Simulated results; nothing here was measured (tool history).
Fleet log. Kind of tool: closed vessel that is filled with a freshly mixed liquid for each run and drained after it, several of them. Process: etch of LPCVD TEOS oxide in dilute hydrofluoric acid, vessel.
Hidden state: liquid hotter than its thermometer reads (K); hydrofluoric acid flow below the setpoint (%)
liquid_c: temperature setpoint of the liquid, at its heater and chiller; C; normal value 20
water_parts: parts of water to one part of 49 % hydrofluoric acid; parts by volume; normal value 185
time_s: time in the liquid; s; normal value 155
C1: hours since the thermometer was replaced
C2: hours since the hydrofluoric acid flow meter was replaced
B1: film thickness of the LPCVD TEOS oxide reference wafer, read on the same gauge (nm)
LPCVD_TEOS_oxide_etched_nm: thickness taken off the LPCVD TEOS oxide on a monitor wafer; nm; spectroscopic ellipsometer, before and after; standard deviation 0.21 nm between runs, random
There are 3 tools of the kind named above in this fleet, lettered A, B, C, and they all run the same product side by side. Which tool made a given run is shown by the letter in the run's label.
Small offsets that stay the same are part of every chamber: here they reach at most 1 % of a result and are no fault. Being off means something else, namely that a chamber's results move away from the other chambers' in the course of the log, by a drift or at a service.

run 1B hour=5.5 | liquid_c=20 water_parts=185 time_s=155 | C1=1514.4 C2=964.6 | B1=109.99 | LPCVD_TEOS_oxide_etched_nm=30.692
run 2C hour=12.5 | liquid_c=20 water_parts=185 time_s=155 | C1=581.4 C2=512.9 | B1=110.02 | LPCVD_TEOS_oxide_etched_nm=30.594
run 3A hour=19.8 | liquid_c=20 water_parts=185 time_s=155 | C1=244.9 C2=136.9 | B1=110 | LPCVD_TEOS_oxide_etched_nm=31.15
run 4B hour=28.1 | liquid_c=20 water_parts=185 time_s=155 | C1=1537 C2=987.2 | B1=110.02 | LPCVD_TEOS_oxide_etched_nm=30.92
run 5A hour=33.3 | liquid_c=20 water_parts=185 time_s=155 | C1=258.4 C2=150.4 | B1=109.99 | LPCVD_TEOS_oxide_etched_nm=30.809
run 6C hour=39.5 | liquid_c=20 water_parts=185 time_s=155 | C1=608.4 C2=539.9 | B1=109.99 | LPCVD_TEOS_oxide_etched_nm=30.749
run 7B hour=45.6 | liquid_c=20 water_parts=185 time_s=155 | C1=1554.5 C2=1004.7 | B1=110.02 | LPCVD_TEOS_oxide_etched_nm=30.748
run 8C hour=51.3 | liquid_c=20 water_parts=185 time_s=155 | C1=620.2 C2=551.7 | B1=109.97 | LPCVD_TEOS_oxide_etched_nm=30.531
run 9A hour=58.6 | liquid_c=22.5 water_parts=185 time_s=155 | C1=283.7 C2=175.7 | B1=110.03 | LPCVD_TEOS_oxide_etched_nm=34.06
run 10B hour=67.6 | liquid_c=22.5 water_parts=185 time_s=155 | C1=1576.5 C2=1026.7 | B1=110.02 | LPCVD_TEOS_oxide_etched_nm=34.096
run 11A hour=75.4 | liquid_c=22.5 water_parts=185 time_s=155 | C1=300.5 C2=192.5 | B1=109.99 | LPCVD_TEOS_oxide_etched_nm=34.11
run 12C hour=83.2 | liquid_c=20 water_parts=185 time_s=155 | C1=652.1 C2=583.6 | B1=110.01 | LPCVD_TEOS_oxide_etched_nm=29.306
run 13C hour=90.5 | liquid_c=20 water_parts=185 time_s=155 | C1=659.4 C2=590.9 | B1=110 | LPCVD_TEOS_oxide_etched_nm=29.895
run 14A hour=99.4 | liquid_c=20 water_parts=185 time_s=155 | C1=324.5 C2=216.5 | B1=110 | LPCVD_TEOS_oxide_etched_nm=30.834
run 15B hour=103.9 | liquid_c=20 water_parts=185 time_s=155 | C1=1612.8 C2=1063 | B1=110.02 | LPCVD_TEOS_oxide_etched_nm=30.989
run 16A hour=109.4 | liquid_c=20 water_parts=185 time_s=155 | C1=334.5 C2=226.5 | B1=110.02 | LPCVD_TEOS_oxide_etched_nm=31.237
run 17B hour=115.3 | liquid_c=20 water_parts=185 time_s=155 | C1=1624.2 C2=1074.4 | B1=109.98 | LPCVD_TEOS_oxide_etched_nm=30.62
run 18C hour=122.6 | liquid_c=20 water_parts=185 time_s=155 | C1=691.5 C2=623 | B1=110 | LPCVD_TEOS_oxide_etched_nm=28.876
run 19A hour=129.1 | liquid_c=20 water_parts=185 time_s=155 | C1=354.2 C2=246.2 | B1=110.02 | LPCVD_TEOS_oxide_etched_nm=30.545
run 20B hour=134 | liquid_c=20 water_parts=185 time_s=155 | C1=1642.9 C2=1093.1 | B1=109.96 | LPCVD_TEOS_oxide_etched_nm=30.262
run 21C hour=138.6 | liquid_c=20 water_parts=185 time_s=65 | C1=707.5 C2=639 | B1=110 | LPCVD_TEOS_oxide_etched_nm=11.863

Has any chamber moved away from the others, gradually or after a service, or does the common gauge drift, or do the chambers differ only by their own small steady offsets? State the chamber and the most likely cause if one applies.

Chamber C drifts away from the others.
Cause: hydrofluoric acid flow below the setpoint (%) = 6.43.
Not necessarily distinguishable in this log from: liquid colder than its thermometer reads (K).

Here are 4 candidates for chamber C's next run, each the usual settings with a change, their results left as question marks. Which one brings its results back in line with what the others give on the usual settings?
In-line tolerance around the mean of the other chambers on the usual settings: LPCVD_TEOS_oxide_etched_nm 0.74 nm
run 22C-1 hour=145.5 | liquid_c=19 water_parts=185 time_s=155 | LPCVD_TEOS_oxide_etched_nm=?
run 22C-2 hour=145.5 | liquid_c=18 water_parts=185 time_s=155 | LPCVD_TEOS_oxide_etched_nm=?
run 22C-3 hour=145.5 | liquid_c=20 water_parts=180 time_s=165 | LPCVD_TEOS_oxide_etched_nm=?
run 22C-4 hour=145.5 | liquid_c=21 water_parts=185 time_s=155 | LPCVD_TEOS_oxide_etched_nm=?

What the other chambers average on the usual settings: LPCVD_TEOS_oxide_etched_nm 30.844 nm
run=22C-1 LPCVD_TEOS_oxide_etched_nm=27.122
run=22C-2 LPCVD_TEOS_oxide_etched_nm=26.056
run=22C-3 LPCVD_TEOS_oxide_etched_nm=31.01
run=22C-4 LPCVD_TEOS_oxide_etched_nm=29.326
It is 22C-3 that realigns the chamber with its peers.
